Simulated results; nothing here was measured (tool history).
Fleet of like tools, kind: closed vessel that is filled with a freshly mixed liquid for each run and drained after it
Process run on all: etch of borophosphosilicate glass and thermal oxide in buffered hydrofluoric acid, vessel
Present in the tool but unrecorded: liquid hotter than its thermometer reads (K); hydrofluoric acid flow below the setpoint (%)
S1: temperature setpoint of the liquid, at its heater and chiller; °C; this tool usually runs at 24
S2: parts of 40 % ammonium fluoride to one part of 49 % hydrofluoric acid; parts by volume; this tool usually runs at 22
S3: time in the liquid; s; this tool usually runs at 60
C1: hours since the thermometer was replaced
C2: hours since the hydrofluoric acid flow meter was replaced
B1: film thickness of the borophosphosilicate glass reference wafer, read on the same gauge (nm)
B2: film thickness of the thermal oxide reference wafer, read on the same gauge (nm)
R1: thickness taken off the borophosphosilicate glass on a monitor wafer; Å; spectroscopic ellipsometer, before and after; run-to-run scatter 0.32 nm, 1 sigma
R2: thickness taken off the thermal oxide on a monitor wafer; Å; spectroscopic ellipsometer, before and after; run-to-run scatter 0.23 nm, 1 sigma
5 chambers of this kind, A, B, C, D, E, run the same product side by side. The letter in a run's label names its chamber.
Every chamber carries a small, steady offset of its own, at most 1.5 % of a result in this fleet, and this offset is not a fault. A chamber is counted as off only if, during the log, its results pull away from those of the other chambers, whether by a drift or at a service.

run    day    S1    S2  S3      C1      C2      B1      B2      R1      R2
 1C  0.258    24    22  60   429.9     9.3     110  139.98  548.86  340.74
 2E  0.533    24    22  60   289.4   237.7     110  140.01     549  333.83
 3A  0.712    24    22  60    1004   655.9     110     140  542.61   341.1
 4B  0.867    24    22  60   563.3   435.8     110  140.02  546.32  335.45
 5D  1.104    24  28.5  60   974.5   881.9  109.99     140  452.47  283.71
 6B  1.358    24  28.5  60   575.1   447.6  109.99     140     456  277.34
 7D  1.625    24  28.5  60     987   894.4  110.01  140.03  452.55   281.1
 8C  1.917    24  28.5  60   469.7    49.1  110.01  140.03  460.19   289.3
 9A  2.167    24  28.5  60  1038.9   690.8  110.01  139.97  456.05   283.1
10E  2.479    24    22  60   336.1   284.4  109.99  139.98  547.06  341.65
11E  2.692    24    29  60   341.2   289.5  110.01  140.03  449.92  277.47
12B  2.871    24    29  60   611.4   483.9     110  139.99  448.08  276.05
13C  3.142    24    29  60   499.1    78.5  109.99  140.01  467.98  287.23
14A  3.454    24    29  60  1069.8   721.7     110  140.03  445.88  278.77
15D  3.625    24    29  60    1035   942.4     110  139.99  447.73  279.17
16E   3.85    24    22  60     369   317.3  110.01  139.99  546.39  332.27
17D  4.125    24    22  60    1047   954.4     110     140  537.88  336.73
18C  4.267    24    22  60   526.1   105.5  110.01  139.97  570.99  353.27
19B  4.517    24    22  60   650.9   523.4     110     140  543.22  336.98
20A    4.7    24    22  80  1099.7   751.6  110.02  139.99  728.53  448.04
21B  4.854    24    22  80     659   531.5  109.98  140.03  726.72  449.04
22A  5.058    24    22  80  1108.3   760.2  109.99  140.01  721.65  453.62
23D  5.354    24    22  80  1076.5   983.9  109.98  139.99  729.11  447.22
24E    5.6    24    22  80     411   359.3     110  140.03  732.67  451.46
25C  5.883    24    22  60   564.9   144.3  110.01  139.99  576.65  358.76
26D  6.129    24    22  60  1095.1  1002.5  109.99  140.01  542.56  334.65
27A  6.296    24    22  60    1138   789.9  110.01  139.99  537.51  342.71
28E  6.608    24    22  60   435.2   383.5  110.01  139.99  546.01  333.13
29B  6.838  26.5    22  60   706.6   579.1  110.01  140.02  626.27  388.81
30C  6.988  26.5    22  60   591.4   170.8  109.98  140.02  677.21  411.05
31C  7.304  26.5    22  60     599   178.4  110.03  140.01  669.55  416.74
32E  7.471  26.5    22  60   455.9   404.2  109.99  139.98  624.21  385.04
33D  7.621  26.5    22  60  1130.9  1038.3  110.01  139.99  623.45  383.76

The same settings go to every chamber for the next run, one line per chamber below. Forecast the results for each:
34A  7.85  24  22  60                   ?   ?
34B  7.85  24  22  60                   ?   ?
34C  7.85  24  22  60                   ?   ?
34D  7.85  24  22  60                   ?   ?
34E  7.85  24  22  60                   ?   ?

run      R1      R2
34A  538.65  339.83
34B   551.4  339.88
34C  592.42  370.13
34D  544.09  337.52
34E  543.99  335.75
